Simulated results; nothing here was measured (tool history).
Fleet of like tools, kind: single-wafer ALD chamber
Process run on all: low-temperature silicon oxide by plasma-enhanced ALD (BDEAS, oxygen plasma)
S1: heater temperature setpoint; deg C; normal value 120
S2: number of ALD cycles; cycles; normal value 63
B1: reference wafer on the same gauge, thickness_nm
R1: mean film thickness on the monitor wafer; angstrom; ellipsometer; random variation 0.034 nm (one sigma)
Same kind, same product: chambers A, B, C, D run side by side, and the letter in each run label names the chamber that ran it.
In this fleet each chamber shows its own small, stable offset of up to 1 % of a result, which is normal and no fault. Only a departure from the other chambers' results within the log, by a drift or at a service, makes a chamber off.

Run 1A, day 0.246: usual settings; B1 8.6160. Result: R1 86.350 angstrom.
Run 2B, day 0.421: usual settings; B1 8.6014. Result: R1 87.203 angstrom.
Run 3D, day 0.708: usual settings; B1 8.6146. Result: R1 86.677 angstrom.
Run 4C, day 1.038: usual settings; B1 8.6081. Result: R1 86.638 angstrom.
Run 5D, day 1.233: usual settings; B1 8.6013. Result: R1 86.006 angstrom.
Run 6B, day 1.538: usual settings; B1 8.6184. Result: R1 87.177 angstrom.
Run 7C, day 1.804: usual settings; B1 8.6162. Result: R1 87.169 angstrom.
Run 8A, day 2.050: usual settings; B1 8.6054. Result: R1 86.799 angstrom.
Run 9A, day 2.371: usual settings; B1 8.6059. Result: R1 87.008 angstrom.
Run 10B, day 2.704: usual settings; B1 8.6026. Result: R1 87.333 angstrom.
Run 11D, day 2.971: usual settings; B1 8.6192. Result: R1 87.614 angstrom.
Run 12C, day 3.150: usual settings but S1 112 deg C, S2 52 cycles; B1 8.6081. Result: R1 72.376 angstrom.
Run 13D, day 3.475: usual settings but S1 112 deg C, S2 52 cycles; B1 8.6012. Result: R1 72.688 angstrom.
Run 14B, day 3.692: usual settings but S1 112 deg C, S2 52 cycles; B1 8.6095. Result: R1 72.923 angstrom.
Run 15C, day 3.900: usual settings but S1 112 deg C, S2 52 cycles; B1 8.6214. Result: R1 72.875 angstrom.
Run 16A, day 4.233: usual settings but S1 108 deg C; B1 8.6185. Result: R1 88.266 angstrom.
Run 17B, day 4.550: usual settings but S1 108 deg C; B1 8.6069. Result: R1 89.290 angstrom.
Run 18A, day 4.817: usual settings but S1 108 deg C; B1 8.6169. Result: R1 88.618 angstrom.
Run 19C, day 5.092: usual settings but S1 108 deg C; B1 8.6025. Result: R1 88.893 angstrom.
Run 20D, day 5.388: usual settings; B1 8.6121. Result: R1 86.326 angstrom.
Run 21C, day 5.662: usual settings; B1 8.6114. Result: R1 87.523 angstrom.
Run 22B, day 6.008: usual settings; B1 8.6133. Result: R1 86.673 angstrom.
Run 23D, day 6.188: usual settings; B1 8.6137. Result: R1 87.069 angstrom.
Run 24A, day 6.488: usual settings; B1 8.6089. Result: R1 87.179 angstrom.
Run 25C, day 6.788: usual settings; B1 8.6160. Result: R1 86.867 angstrom.

The same settings go to every chamber for the next run, one line per chamber below. Forecast the results for each:
Run 26A, day 7.046: usual settings but S1 111 deg C. Result: R1 ?.
Run 26B, day 7.046: usual settings but S1 111 deg C. Result: R1 ?.
Run 26C, day 7.046: usual settings but S1 111 deg C. Result: R1 ?.
Run 26D, day 7.046: usual settings but S1 111 deg C. Result: R1 ?.

run      R1
26A  87.853
26B  88.791
26C  88.688
26D  88.611

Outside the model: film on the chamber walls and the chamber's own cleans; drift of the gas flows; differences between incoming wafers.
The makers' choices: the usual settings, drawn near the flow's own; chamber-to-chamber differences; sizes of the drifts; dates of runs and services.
